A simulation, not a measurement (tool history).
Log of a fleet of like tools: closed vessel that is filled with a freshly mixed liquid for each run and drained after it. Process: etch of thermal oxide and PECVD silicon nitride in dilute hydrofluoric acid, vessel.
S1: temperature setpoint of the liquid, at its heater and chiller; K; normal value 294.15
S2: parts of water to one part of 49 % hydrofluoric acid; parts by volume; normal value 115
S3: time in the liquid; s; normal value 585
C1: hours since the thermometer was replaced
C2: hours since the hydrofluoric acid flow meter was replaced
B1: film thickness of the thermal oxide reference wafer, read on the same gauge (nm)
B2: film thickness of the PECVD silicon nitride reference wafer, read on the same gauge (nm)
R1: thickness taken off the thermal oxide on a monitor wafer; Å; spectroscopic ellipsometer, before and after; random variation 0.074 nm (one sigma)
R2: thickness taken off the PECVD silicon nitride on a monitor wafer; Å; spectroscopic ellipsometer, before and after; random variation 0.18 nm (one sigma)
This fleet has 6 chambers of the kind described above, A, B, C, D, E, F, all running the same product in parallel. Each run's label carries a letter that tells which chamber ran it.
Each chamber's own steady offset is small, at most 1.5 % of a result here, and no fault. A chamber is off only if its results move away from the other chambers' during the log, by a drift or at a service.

run 1A hour=5.7 | S1=294.15 S2=115 S3=585 | C1=1335.2 C2=447.6 | B1=90.000 B2=100.020 | R1=208.32 R2=183.81
run 2F hour=8.9 | S1=294.15 S2=115 S3=585 | C1=1071.3 C2=98.1 | B1=89.983 B2=99.990 | R1=210.11 R2=179.13
run 3D hour=14.1 | S1=294.15 S2=115 S3=585 | C1=1291.8 C2=1418.3 | B1=90.012 B2=100.000 | R1=209.02 R2=176.93
run 4C hour=18.1 | S1=294.15 S2=115 S3=585 | C1=1315.7 C2=1040.5 | B1=89.992 B2=99.992 | R1=209.80 R2=181.48
run 5E hour=23.8 | S1=294.15 S2=115 S3=585 | C1=952.8 C2=379.4 | B1=90.003 B2=99.979 | R1=206.75 R2=182.95
run 6B hour=29.0 | S1=294.15 S2=115 S3=585 | C1=1131.5 C2=324.4 | B1=89.989 B2=99.978 | R1=206.87 R2=182.05
run 7A hour=35.1 | S1=294.15 S2=115 S3=585 | C1=1364.6 C2=477.0 | B1=89.996 B2=99.993 | R1=208.93 R2=182.13
run 8D hour=41.0 | S1=294.15 S2=115 S3=585 | C1=1318.7 C2=1445.2 | B1=90.000 B2=100.030 | R1=208.49 R2=181.42
run 9F hour=47.2 | S1=294.15 S2=115 S3=585 | C1=1109.6 C2=136.4 | B1=89.988 B2=99.990 | R1=209.75 R2=180.34
run 10C hour=51.6 | S1=294.15 S2=115 S3=585 | C1=1349.2 C2=1074.0 | B1=90.017 B2=100.030 | R1=209.59 R2=182.86
run 11E hour=57.9 | S1=294.15 S2=115 S3=585 | C1=986.9 C2=413.5 | B1=90.000 B2=99.983 | R1=207.28 R2=181.24
-- hour=59.7 chamber C: thermometer replaced
run 12B hour=60.9 | S1=294.15 S2=115 S3=585 | C1=1163.4 C2=356.3 | B1=89.985 B2=100.010 | R1=206.83 R2=182.07
run 13F hour=66.7 | S1=294.15 S2=115 S3=465 | C1=1129.1 C2=155.9 | B1=89.998 B2=99.985 | R1=167.38 R2=144.59
run 14D hour=71.2 | S1=294.15 S2=115 S3=465 | C1=1348.9 C2=1475.4 | B1=90.006 B2=99.973 | R1=165.92 R2=142.10
run 15A hour=74.7 | S1=294.15 S2=115 S3=465 | C1=1404.2 C2=516.6 | B1=89.991 B2=100.060 | R1=164.91 R2=141.29
run 16C hour=80.4 | S1=294.15 S2=115 S3=465 | C1=20.7 C2=1102.8 | B1=90.002 B2=100.000 | R1=165.96 R2=145.55
run 17B hour=84.3 | S1=294.15 S2=115 S3=465 | C1=1186.8 C2=379.7 | B1=90.029 B2=99.954 | R1=164.63 R2=142.13
run 18E hour=87.4 | S1=294.15 S2=115 S3=465 | C1=1016.4 C2=443.0 | B1=90.007 B2=100.020 | R1=164.26 R2=144.09
run 19E hour=91.3 | S1=294.15 S2=115 S3=585 | C1=1020.3 C2=446.9 | B1=90.000 B2=99.975 | R1=206.69 R2=181.25
run 20D hour=95.1 | S1=299.15 S2=115 S3=470 | C1=1372.8 C2=1499.3 | B1=90.009 B2=100.020 | R1=202.29 R2=200.99
run 21C hour=99.3 | S1=299.15 S2=115 S3=470 | C1=39.6 C2=1121.7 | B1=90.000 B2=100.020 | R1=203.45 R2=202.29
run 22F hour=104.3 | S1=299.15 S2=115 S3=470 | C1=1166.7 C2=193.5 | B1=89.983 B2=99.973 | R1=205.04 R2=205.16
run 23A hour=110.6 | S1=299.15 S2=115 S3=470 | C1=1440.1 C2=552.5 | B1=90.009 B2=99.959 | R1=204.41 R2=208.75
run 24B hour=114.3 | S1=299.15 S2=115 S3=470 | C1=1216.8 C2=409.7 | B1=90.004 B2=99.998 | R1=204.44 R2=201.70
run 25A hour=117.5 | S1=299.15 S2=115 S3=470 | C1=1447.0 C2=559.4 | B1=90.024 B2=99.981 | R1=206.14 R2=203.93
run 26B hour=123.2 | S1=294.15 S2=115 S3=585 | C1=1225.7 C2=418.6 | B1=90.002 B2=99.966 | R1=209.04 R2=179.73
run 27C hour=127.5 | S1=294.15 S2=115 S3=585 | C1=67.8 C2=1149.9 | B1=90.022 B2=100.020 | R1=208.28 R2=181.13
run 28F hour=131.8 | S1=294.15 S2=115 S3=585 | C1=1194.2 C2=221.0 | B1=89.979 B2=100.020 | R1=209.08 R2=183.77
run 29D hour=136.6 | S1=294.15 S2=115 S3=585 | C1=1414.3 C2=1540.8 | B1=90.012 B2=100.020 | R1=207.72 R2=178.21
run 30E hour=140.6 | S1=294.15 S2=115 S3=585 | C1=1069.6 C2=496.2 | B1=90.004 B2=100.000 | R1=205.35 R2=182.46
run 31A hour=146.6 | S1=294.15 S2=115 S3=585 | C1=1476.1 C2=588.5 | B1=90.007 B2=99.956 | R1=209.26 R2=181.65
run 32E hour=152.4 | S1=294.15 S2=115 S3=585 | C1=1081.4 C2=508.0 | B1=90.007 B2=99.975 | R1=205.96 R2=181.56
run 33D hour=157.5 | S1=294.15 S2=115 S3=585 | C1=1435.2 C2=1561.7 | B1=90.012 B2=100.010 | R1=208.14 R2=179.93
run 34B hour=163.7 | S1=294.15 S2=115 S3=585 | C1=1266.2 C2=459.1 | B1=90.000 B2=99.972 | R1=207.32 R2=181.20
run 35F hour=169.0 | S1=294.15 S2=70 S3=585 | C1=1231.4 C2=258.2 | B1=90.015 B2=100.010 | R1=362.60 R2=294.67
run 36C hour=175.2 | S1=294.15 S2=70 S3=585 | C1=115.5 C2=1197.6 | B1=90.011 B2=99.989 | R1=358.60 R2=286.89
run 37D hour=179.4 | S1=294.15 S2=70 S3=585 | C1=1457.1 C2=1583.6 | B1=89.979 B2=100.020 | R1=356.19 R2=285.19
run 38C hour=184.7 | S1=294.15 S2=70 S3=585 | C1=125.0 C2=1207.1 | B1=89.978 B2=100.000 | R1=357.17 R2=294.70
run 39F hour=190.9 | S1=294.15 S2=70 S3=585 | C1=1253.3 C2=280.1 | B1=89.977 B2=99.982 | R1=358.62 R2=290.32
run 40B hour=194.9 | S1=294.15 S2=70 S3=585 | C1=1297.4 C2=490.3 | B1=90.007 B2=99.964 | R1=358.64 R2=292.06
run 41A hour=198.4 | S1=294.15 S2=115 S3=585 | C1=1527.9 C2=640.3 | B1=90.003 B2=99.982 | R1=211.42 R2=183.53
run 42E hour=205.1 | S1=294.15 S2=115 S3=585 | C1=1134.1 C2=560.7 | B1=90.026 B2=100.020 | R1=205.97 R2=180.67
run 43F hour=211.0 | S1=294.15 S2=115 S3=585 | C1=1273.4 C2=300.2 | B1=89.999 B2=100.020 | R1=209.85 R2=181.50

All chambers now run identical settings, listed one chamber a line with results as question marks. What results will each chamber show?
run 44A hour=216.1 | S1=294.15 S2=115 S3=585 | R1=? R2=?
run 44B hour=216.1 | S1=294.15 S2=115 S3=585 | R1=? R2=?
run 44C hour=216.1 | S1=294.15 S2=115 S3=585 | R1=? R2=?
run 44D hour=216.1 | S1=294.15 S2=115 S3=585 | R1=? R2=?
run 44E hour=216.1 | S1=294.15 S2=115 S3=585 | R1=? R2=?
run 44F hour=216.1 | S1=294.15 S2=115 S3=585 | R1=? R2=?

run=44A R1=212.87 R2=181.50
run=44B R1=207.79 R2=180.13
run=44C R1=209.03 R2=181.18
run=44D R1=207.11 R2=179.22
run=44E R1=206.61 R2=179.78
run=44F R1=208.71 R2=181.46
